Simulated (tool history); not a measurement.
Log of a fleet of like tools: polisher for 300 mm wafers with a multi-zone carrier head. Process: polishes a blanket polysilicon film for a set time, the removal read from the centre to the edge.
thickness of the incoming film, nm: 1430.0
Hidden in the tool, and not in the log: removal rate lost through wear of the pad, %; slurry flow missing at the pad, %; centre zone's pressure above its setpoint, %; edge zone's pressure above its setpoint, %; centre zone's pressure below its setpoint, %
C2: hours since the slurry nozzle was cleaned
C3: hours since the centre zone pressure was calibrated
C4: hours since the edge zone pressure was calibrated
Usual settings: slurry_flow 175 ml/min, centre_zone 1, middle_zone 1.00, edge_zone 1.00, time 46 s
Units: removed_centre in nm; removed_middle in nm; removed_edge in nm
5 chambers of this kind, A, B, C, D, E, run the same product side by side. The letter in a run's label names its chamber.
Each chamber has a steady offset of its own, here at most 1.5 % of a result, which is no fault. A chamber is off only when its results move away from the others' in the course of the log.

{"run": "1E", "day": 0.221, "slurry_flow": 175, "centre_zone": 1, "middle_zone": 1.0, "edge_zone": 1.0, "time": 46, "wafers polished on this pad": 721, "C2": 107.5, "C3": 271.3, "C4": 651.6, "removed_centre": 488.1, "removed_middle": 497.76, "removed_edge": 490.66}
{"day": 0.267, "done": "chamber E: worn pad replaced by a new one"}
{"run": "2A", "day": 0.683, "slurry_flow": 175, "centre_zone": 1, "middle_zone": 1.0, "edge_zone": 1.0, "time": 46, "wafers polished on this pad": 600, "C2": 572.4, "C3": 509.5, "C4": 404.0, "removed_centre": 494.46, "removed_middle": 484.87, "removed_edge": 492.0}
{"day": 0.771, "done": "chamber D: worn pad replaced by a new one"}
{"day": 0.812, "done": "chamber A: worn pad replaced by a new one"}
{"run": "3C", "day": 0.929, "slurry_flow": 175, "centre_zone": 1, "middle_zone": 1.0, "edge_zone": 1.0, "time": 46, "wafers polished on this pad": 576, "C2": 255.1, "C3": 69.7, "C4": 693.0, "removed_centre": 491.68, "removed_middle": 484.61, "removed_edge": 491.94}
{"day": 1.221, "done": "chamber C: worn pad replaced by a new one"}
{"run": "4B", "day": 1.317, "slurry_flow": 175, "centre_zone": 1, "middle_zone": 1.0, "edge_zone": 1.0, "time": 46, "wafers polished on this pad": 1321, "C2": 38.6, "C3": 160.3, "C4": 787.8, "removed_centre": 481.47, "removed_middle": 481.74, "removed_edge": 487.05}
{"run": "5D", "day": 1.617, "slurry_flow": 175, "centre_zone": 1, "middle_zone": 1.0, "edge_zone": 1.0, "time": 46, "wafers polished on this pad": 199, "C2": 508.3, "C3": 344.3, "C4": 1162.9, "removed_centre": 492.69, "removed_middle": 488.05, "removed_edge": 497.88}
{"run": "6B", "day": 1.917, "slurry_flow": 175, "centre_zone": 1, "middle_zone": 1.0, "edge_zone": 1.0, "time": 46, "wafers polished on this pad": 1462, "C2": 53.0, "C3": 174.7, "C4": 802.2, "removed_centre": 494.51, "removed_middle": 483.58, "removed_edge": 486.36}
{"day": 2.142, "done": "chamber D: edge zone pressure recalibrated"}
{"run": "7A", "day": 2.238, "slurry_flow": 175, "centre_zone": 1, "middle_zone": 1.0, "edge_zone": 1.0, "time": 46, "wafers polished on this pad": 337, "C2": 609.7, "C3": 546.8, "C4": 441.3, "removed_centre": 492.7, "removed_middle": 494.75, "removed_edge": 487.59}
{"day": 2.45, "done": "chamber A: edge zone pressure recalibrated"}
{"run": "8D", "day": 2.55, "slurry_flow": 175, "centre_zone": 1, "middle_zone": 1.0, "edge_zone": 1.0, "time": 46, "wafers polished on this pad": 419, "C2": 530.7, "C3": 366.7, "C4": 9.8, "removed_centre": 497.73, "removed_middle": 493.25, "removed_edge": 493.68}
{"run": "9E", "day": 2.854, "slurry_flow": 175, "centre_zone": 1, "middle_zone": 1.0, "edge_zone": 1.0, "time": 46, "wafers polished on this pad": 611, "C2": 170.7, "C3": 334.5, "C4": 714.8, "removed_centre": 492.14, "removed_middle": 502.17, "removed_edge": 481.46}
{"run": "10C", "day": 3.142, "slurry_flow": 175, "centre_zone": 1, "middle_zone": 1.0, "edge_zone": 1.0, "time": 46, "wafers polished on this pad": 454, "C2": 308.2, "C3": 122.8, "C4": 746.1, "removed_centre": 490.69, "removed_middle": 494.17, "removed_edge": 488.37}
{"day": 3.367, "done": "chamber A: worn pad replaced by a new one"}
{"run": "11D", "day": 3.429, "slurry_flow": 175, "centre_zone": 1, "middle_zone": 1.0, "edge_zone": 1.0, "time": 46, "wafers polished on this pad": 627, "C2": 551.8, "C3": 387.8, "C4": 30.9, "removed_centre": 498.38, "removed_middle": 481.19, "removed_edge": 501.36}
{"run": "12A", "day": 3.688, "slurry_flow": 175, "centre_zone": 1, "middle_zone": 1.0, "edge_zone": 1.0, "time": 46, "wafers polished on this pad": 75, "C2": 644.5, "C3": 581.6, "C4": 29.7, "removed_centre": 486.94, "removed_middle": 485.64, "removed_edge": 487.38}
{"day": 3.754, "done": "chamber E: worn pad replaced by a new one"}
{"run": "13B", "day": 3.988, "slurry_flow": 175, "centre_zone": 1, "middle_zone": 1.0, "edge_zone": 1.0, "time": 46, "wafers polished on this pad": 1951, "C2": 102.7, "C3": 224.4, "C4": 851.9, "removed_centre": 476.72, "removed_middle": 478.17, "removed_edge": 487.19}
{"day": 4.008, "done": "chamber C: edge zone pressure recalibrated"}
{"day": 4.142, "done": "chamber D: worn pad replaced by a new one"}
{"day": 4.212, "done": "chamber C: worn pad replaced by a new one"}
{"run": "14E", "day": 4.212, "slurry_flow": 175, "centre_zone": 1, "middle_zone": 1.0, "edge_zone": 1.0, "time": 46, "wafers polished on this pad": 108, "C2": 203.3, "C3": 367.1, "C4": 747.4, "removed_centre": 492.01, "removed_middle": 494.8, "removed_edge": 485.56}
{"day": 4.25, "done": "chamber E: slurry nozzle cleaned"}
{"run": "15C", "day": 4.679, "slurry_flow": 175, "centre_zone": 1, "middle_zone": 1.0, "edge_zone": 1.0, "time": 46, "wafers polished on this pad": 110, "C2": 345.1, "C3": 159.7, "C4": 16.1, "removed_centre": 482.0, "removed_middle": 486.86, "removed_edge": 486.85}
{"day": 4.725, "done": "chamber C: slurry nozzle cleaned"}
{"run": "16E", "day": 5.196, "slurry_flow": 175, "centre_zone": 1, "middle_zone": 1.0, "edge_zone": 1.0, "time": 46, "wafers polished on this pad": 340, "C2": 22.8, "C3": 390.7, "C4": 771.0, "removed_centre": 487.14, "removed_middle": 486.83, "removed_edge": 485.89}
{"run": "17D", "day": 5.483, "slurry_flow": 175, "centre_zone": 1, "middle_zone": 0.9, "edge_zone": 1.0, "time": 46, "wafers polished on this pad": 316, "C2": 601.1, "C3": 437.1, "C4": 80.2, "removed_centre": 492.77, "removed_middle": 455.19, "removed_edge": 487.96}
{"run": "18C", "day": 5.908, "slurry_flow": 175, "centre_zone": 1, "middle_zone": 0.9, "edge_zone": 1.0, "time": 46, "wafers polished on this pad": 400, "C2": 28.4, "C3": 189.2, "C4": 45.6, "removed_centre": 499.49, "removed_middle": 444.59, "removed_edge": 495.53}
{"day": 5.996, "done": "chamber A: worn pad replaced by a new one"}
{"day": 6.062, "done": "chamber A: slurry nozzle cleaned"}
{"run": "19B", "day": 6.358, "slurry_flow": 175, "centre_zone": 1, "middle_zone": 0.9, "edge_zone": 1.0, "time": 46, "wafers polished on this pad": 2510, "C2": 159.6, "C3": 281.3, "C4": 908.8, "removed_centre": 468.19, "removed_middle": 423.32, "removed_edge": 463.8}
{"day": 6.5, "done": "chamber D: centre zone pressure recalibrated"}
{"run": "20A", "day": 6.629, "slurry_flow": 175, "centre_zone": 1, "middle_zone": 0.9, "edge_zone": 1.0, "time": 46, "wafers polished on this pad": 150, "C2": 13.6, "C3": 652.2, "C4": 100.3, "removed_centre": 491.65, "removed_middle": 443.97, "removed_edge": 497.82}
{"run": "21C", "day": 6.912, "slurry_flow": 175, "centre_zone": 1, "middle_zone": 0.9, "edge_zone": 1.0, "time": 46, "wafers polished on this pad": 637, "C2": 52.5, "C3": 213.3, "C4": 69.7, "removed_centre": 496.19, "removed_middle": 437.51, "removed_edge": 488.66}
{"day": 6.921, "done": "chamber D: worn pad replaced by a new one"}
{"day": 7.192, "done": "chamber E: worn pad replaced by a new one"}
{"run": "22A", "day": 7.2, "slurry_flow": 175, "centre_zone": 1, "middle_zone": 1.0, "edge_zone": 1.04, "time": 34, "wafers polished on this pad": 284, "C2": 27.3, "C3": 665.9, "C4": 114.0, "removed_centre": 360.82, "removed_middle": 355.33, "removed_edge": 374.48}
{"day": 7.258, "done": "chamber C: worn pad replaced by a new one"}
{"run": "23B", "day": 7.608, "slurry_flow": 175, "centre_zone": 1, "middle_zone": 1.0, "edge_zone": 1.04, "time": 34, "wafers polished on this pad": 2805, "C2": 189.6, "C3": 311.3, "C4": 938.8, "removed_centre": 335.52, "removed_middle": 341.53, "removed_edge": 345.4}
{"run": "24E", "day": 7.879, "slurry_flow": 175, "centre_zone": 1, "middle_zone": 1.0, "edge_zone": 1.04, "time": 34, "wafers polished on this pad": 162, "C2": 87.2, "C3": 455.1, "C4": 835.4, "removed_centre": 365.0, "removed_middle": 359.08, "removed_edge": 370.27}
{"day": 8.088, "done": "chamber D: slurry nozzle cleaned"}
{"day": 8.254, "done": "chamber A: worn pad replaced by a new one"}
{"run": "25D", "day": 8.396, "slurry_flow": 175, "centre_zone": 1, "middle_zone": 1.0, "edge_zone": 1.04, "time": 34, "wafers polished on this pad": 348, "C2": 7.4, "C3": 45.6, "C4": 150.1, "removed_centre": 364.68, "removed_middle": 357.72, "removed_edge": 372.22}
{"run": "26C", "day": 8.65, "slurry_flow": 175, "centre_zone": 1, "middle_zone": 1.0, "edge_zone": 1.04, "time": 34, "wafers polished on this pad": 328, "C2": 94.2, "C3": 255.0, "C4": 111.4, "removed_centre": 365.65, "removed_middle": 358.65, "removed_edge": 366.62}
{"run": "27A", "day": 9.067, "slurry_flow": 175, "centre_zone": 1, "middle_zone": 1.0, "edge_zone": 1.0, "time": 46, "wafers polished on this pad": 191, "C2": 72.1, "C3": 710.7, "C4": 158.8, "removed_centre": 497.63, "removed_middle": 492.82, "removed_edge": 485.52}
{"day": 9.083, "done": "chamber A: centre zone pressure recalibrated"}
{"run": "28D", "day": 9.417, "slurry_flow": 175, "centre_zone": 1, "middle_zone": 1.0, "edge_zone": 1.0, "time": 46, "wafers polished on this pad": 589, "C2": 31.9, "C3": 70.1, "C4": 174.6, "removed_centre": 489.96, "removed_middle": 493.93, "removed_edge": 488.0}
{"day": 9.588, "done": "chamber D: worn pad replaced by a new one"}
{"run": "29E", "day": 9.662, "slurry_flow": 175, "centre_zone": 1, "middle_zone": 1.0, "edge_zone": 1.0, "time": 46, "wafers polished on this pad": 583, "C2": 130.0, "C3": 497.9, "C4": 878.2, "removed_centre": 494.02, "removed_middle": 504.55, "removed_edge": 491.11}
{"run": "30B", "day": 10.142, "slurry_flow": 175, "centre_zone": 1, "middle_zone": 1.0, "edge_zone": 1.0, "time": 46, "wafers polished on this pad": 3403, "C2": 250.4, "C3": 372.1, "C4": 999.6, "removed_centre": 439.32, "removed_middle": 442.87, "removed_edge": 448.6}
{"day": 10.229, "done": "chamber C: worn pad replaced by a new one"}
{"run": "31A", "day": 10.388, "slurry_flow": 175, "centre_zone": 1, "middle_zone": 1.0, "edge_zone": 1.0, "time": 46, "wafers polished on this pad": 503, "C2": 103.8, "C3": 31.3, "C4": 190.5, "removed_centre": 489.1, "removed_middle": 492.76, "removed_edge": 494.17}
{"day": 10.592, "done": "chamber E: worn pad replaced by a new one"}
{"run": "32B", "day": 10.775, "slurry_flow": 175, "centre_zone": 1, "middle_zone": 1.0, "edge_zone": 1.0, "time": 46, "wafers polished on this pad": 3553, "C2": 265.6, "C3": 387.3, "C4": 1014.8, "removed_centre": 442.05, "removed_middle": 437.78, "removed_edge": 446.73}
{"run": "33E", "day": 11.092, "slurry_flow": 175, "centre_zone": 1, "middle_zone": 1.0, "edge_zone": 1.0, "time": 46, "wafers polished on this pad": 118, "C2": 164.3, "C3": 532.2, "C4": 912.5, "removed_centre": 495.98, "removed_middle": 493.06, "removed_edge": 495.64}
{"run": "34D", "day": 11.362, "slurry_flow": 175, "centre_zone": 1, "middle_zone": 1.08, "edge_zone": 1.11, "time": 46, "wafers polished on this pad": 419, "C2": 78.6, "C3": 116.8, "C4": 221.3, "removed_centre": 501.77, "removed_middle": 535.58, "removed_edge": 522.05}
{"run": "35C", "day": 11.633, "slurry_flow": 175, "centre_zone": 1, "middle_zone": 1.08, "edge_zone": 1.11, "time": 46, "wafers polished on this pad": 332, "C2": 165.8, "C3": 326.6, "C4": 183.0, "removed_centre": 488.16, "removed_middle": 526.04, "removed_edge": 518.08}

Is one chamber off against the others, does the gauge drift, or is nothing wrong? If a chamber is off, say which, and what the likeliest cause is.

Chamber B drifts away from the others.
Cause: removal rate lost through wear of the pad, % = 10.9.
The log may not tell that from: slurry flow missing at the pad, %.

Here are 4 candidates for chamber B's next run, each the usual settings with a change, their results left as question marks. Which one brings its results back in line with what the others give on the usual settings?
In line means no further than this from the other chambers' mean on the usual settings: removed_centre 15.00 nm; removed_middle 23.00 nm; removed_edge 20.00 nm
{"run": "36B-1", "day": 12.0, "slurry_flow": 180, "centre_zone": 1, "middle_zone": 1.01, "edge_zone": 1.0, "time": 51, "removed_centre": "?", "removed_middle": "?", "removed_edge": "?"}
{"run": "36B-2", "day": 12.0, "slurry_flow": 175, "centre_zone": 1, "middle_zone": 1.0, "edge_zone": 1.0, "time": 44, "removed_centre": "?", "removed_middle": "?", "removed_edge": "?"}
{"run": "36B-3", "day": 12.0, "slurry_flow": 170, "centre_zone": 1, "middle_zone": 0.99, "edge_zone": 1.0, "time": 41, "removed_centre": "?", "removed_middle": "?", "removed_edge": "?"}
{"run": "36B-4", "day": 12.0, "slurry_flow": 175, "centre_zone": 1, "middle_zone": 1.0, "edge_zone": 1.0, "time": 48, "removed_centre": "?", "removed_middle": "?", "removed_edge": "?"}

The other chambers' mean on the usual settings: removed_centre 490.92 nm; removed_middle 492.01 nm; removed_edge 490.77 nm
run=36B-1 removed_centre=486.28 removed_middle=489.02 removed_edge=484.01
run=36B-2 removed_centre=417.33 removed_middle=416.13 removed_edge=416.22
run=36B-3 removed_centre=386.72 removed_middle=382.32 removed_edge=386.52
run=36B-4 removed_centre=455.27 removed_middle=453.96 removed_edge=454.06
36B-1 brings the chamber back in line.

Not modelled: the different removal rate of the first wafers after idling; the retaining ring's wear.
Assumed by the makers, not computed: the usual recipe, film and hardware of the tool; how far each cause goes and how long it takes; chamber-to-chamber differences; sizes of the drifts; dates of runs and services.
